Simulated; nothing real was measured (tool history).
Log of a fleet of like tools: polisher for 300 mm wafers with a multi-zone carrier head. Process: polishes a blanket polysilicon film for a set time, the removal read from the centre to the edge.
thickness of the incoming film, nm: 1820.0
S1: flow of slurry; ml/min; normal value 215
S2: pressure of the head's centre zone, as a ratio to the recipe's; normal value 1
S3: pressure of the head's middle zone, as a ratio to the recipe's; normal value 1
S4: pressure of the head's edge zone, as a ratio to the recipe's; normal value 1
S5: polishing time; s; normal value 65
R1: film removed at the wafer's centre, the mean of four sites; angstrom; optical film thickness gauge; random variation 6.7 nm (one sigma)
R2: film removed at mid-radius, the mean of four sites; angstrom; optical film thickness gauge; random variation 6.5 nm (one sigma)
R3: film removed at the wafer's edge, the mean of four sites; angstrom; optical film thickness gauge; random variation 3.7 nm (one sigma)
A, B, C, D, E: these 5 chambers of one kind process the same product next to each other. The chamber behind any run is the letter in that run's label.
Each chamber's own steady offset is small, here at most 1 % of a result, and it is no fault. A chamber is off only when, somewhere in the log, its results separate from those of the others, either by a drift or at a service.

| run | hour | S1 | S2 | S3 | S4 | S5 | R1 | R2 | R3 |
|---|---|---|---|---|---|---|---|---|---|
| 1C | 6.8 | 215 | 1 | 1 | 1 | 65 | 5416.1 | 5491 | 5444.1 |
| 2D | 15.8 | 215 | 1 | 1 | 1 | 65 | 5537.6 | 5492.3 | 5419.3 |
|  | 17.4 | chamber C: worn pad replaced by a new one |
|  | 21.9 | chamber E: edge zone pressure recalibrated |
| 3E | 27.8 | 215 | 1 | 1 | 1 | 65 | 5468.9 | 5474.6 | 5480.5 |
|  | 29.6 | chamber C: slurry nozzle cleaned |
| 4A | 36.4 | 215 | 1 | 1 | 1 | 65 | 5340.2 | 5457.8 | 5391.4 |
|  | 49 | chamber B: centre zone pressure recalibrated |
| 5B | 49.7 | 215 | 1 | 1 | 1 | 65 | 5457.6 | 5479 | 5404.8 |
| 6C | 63 | 215 | 1 | 1 | 1 | 65 | 5315.5 | 5406.1 | 5534.8 |
|  | 68.1 | chamber B: worn pad replaced by a new one |
| 7D | 71.9 | 215 | 1 | 1 | 1 | 65 | 5415.9 | 5451.4 | 5465.2 |
|  | 77.7 | chamber C: worn pad replaced by a new one |
|  | 84.9 | chamber D: worn pad replaced by a new one |
| 8B | 85.9 | 215 | 1 | 1 | 1 | 65 | 5293.6 | 5434.6 | 5432.9 |
| 9A | 97.9 | 215 | 1 | 1 | 1 | 65 | 5456.1 | 5468.7 | 5473.4 |
| 10E | 106.1 | 215 | 1 | 1.09 | 1.11 | 65 | 5486.1 | 5721 | 5749.6 |
|  | 115.3 | chamber A: worn pad replaced by a new one |
| 11B | 119.1 | 215 | 1 | 1.09 | 1.11 | 65 | 5521 | 5880.8 | 5765 |
| 12C | 126.6 | 215 | 1 | 1.09 | 1.11 | 65 | 5394.1 | 5837.2 | 5796.4 |
|  | 126.7 | chamber B: slurry nozzle cleaned |
| 13A | 134.7 | 215 | 1 | 1.09 | 1.11 | 65 | 5619 | 5857.9 | 5735.5 |
|  | 137.7 | chamber E: slurry nozzle cleaned |
|  | 142.3 | chamber C: worn pad replaced by a new one |
| 14D | 142.6 | 215 | 1 | 1.09 | 1.11 | 65 | 5481 | 5886.6 | 5777.8 |
|  | 152.7 | chamber A: edge zone pressure recalibrated |
| 15E | 154 | 215 | 1 | 1 | 1 | 65 | 5357.1 | 5448.2 | 5379.2 |
| 16E | 161.8 | 215 | 1 | 1 | 1 | 65 | 5374.4 | 5306.1 | 5335.4 |
| 17B | 172.4 | 215 | 1 | 1 | 1 | 65 | 5497.2 | 5475.1 | 5400.3 |
|  | 175.5 | chamber D: slurry nozzle cleaned |
| 18C | 180.2 | 215 | 1 | 1 | 1 | 65 | 5441.5 | 5474.3 | 5466.7 |
|  | 180.4 | chamber D: worn pad replaced by a new one |
|  | 184.3 | chamber B: worn pad replaced by a new one |
| 19D | 189.1 | 215 | 1 | 1 | 1 | 65 | 5521.9 | 5415.2 | 5465.9 |
| 20A | 199.9 | 215 | 1 | 1 | 1 | 65 | 5475.1 | 5397.1 | 5439.6 |
| 21B | 206.5 | 215 | 1 | 1 | 1 | 65 | 5370.6 | 5313.2 | 5445.7 |
|  | 215.1 | chamber C: worn pad replaced by a new one |
| 22A | 217.3 | 215 | 1 | 1 | 1 | 65 | 5498.5 | 5536.2 | 5479 |
| 23D | 226.9 | 215 | 1 | 1 | 1 | 65 | 5529.4 | 5566.5 | 5437.2 |
|  | 238.8 | chamber C: slurry nozzle cleaned |
| 24E | 240.5 | 215 | 1 | 1 | 1 | 65 | 5084.7 | 5099.7 | 5131.5 |
| 25C | 248.5 | 215 | 1 | 1 | 1 | 65 | 5459.2 | 5445.5 | 5512.2 |
| 26C | 257.7 | 215 | 1 | 1 | 1 | 65 | 5635.6 | 5373.6 | 5486.9 |
|  | 269.5 | chamber D: worn pad replaced by a new one |
| 27E | 270.3 | 215 | 1 | 1 | 1 | 65 | 5163.6 | 5094 | 5098.9 |
|  | 270.9 | chamber A: centre zone pressure recalibrated |
|  | 272.6 | chamber D: centre zone pressure recalibrated |
|  | 277.1 | chamber A: worn pad replaced by a new one |
| 28A | 280.3 | 215 | 1 | 0.95 | 1 | 87 | 7322.8 | 6999.2 | 7332.3 |
|  | 292.3 | chamber B: worn pad replaced by a new one |
| 29D | 292.4 | 215 | 1 | 0.95 | 1 | 87 | 7168.5 | 7011.1 | 7379.9 |
| 30B | 306.2 | 215 | 1 | 0.95 | 1 | 87 | 7122.7 | 6880.7 | 7284.3 |
|  | 310 | chamber A: slurry nozzle cleaned |
| 31B | 318.6 | 215 | 1 | 0.95 | 1 | 87 | 7268.9 | 6922 | 7283.6 |
| 32A | 328.5 | 215 | 1 | 0.95 | 1 | 87 | 7420.1 | 6913.4 | 7288 |

Next, every chamber runs the same settings. What will each give?
| 33A | 338.8 | 215 | 1 | 1 | 1 | 65 | ? | ? | ? |
| 33B | 338.8 | 215 | 1 | 1 | 1 | 65 | ? | ? | ? |
| 33C | 338.8 | 215 | 1 | 1 | 1 | 65 | ? | ? | ? |
| 33D | 338.8 | 215 | 1 | 1 | 1 | 65 | ? | ? | ? |
| 33E | 338.8 | 215 | 1 | 1 | 1 | 65 | ? | ? | ? |

| run | R1 | R2 | R3 |
|---|---|---|---|
| 33A | 5435.9 | 5484.2 | 5462.6 |
| 33B | 5497.3 | 5413.2 | 5442.8 |
| 33C | 5371.6 | 5388.8 | 5469.5 |
| 33D | 5499.2 | 5530.7 | 5442.5 |
| 33E | 4749.2 | 4906.9 | 4826.5 |
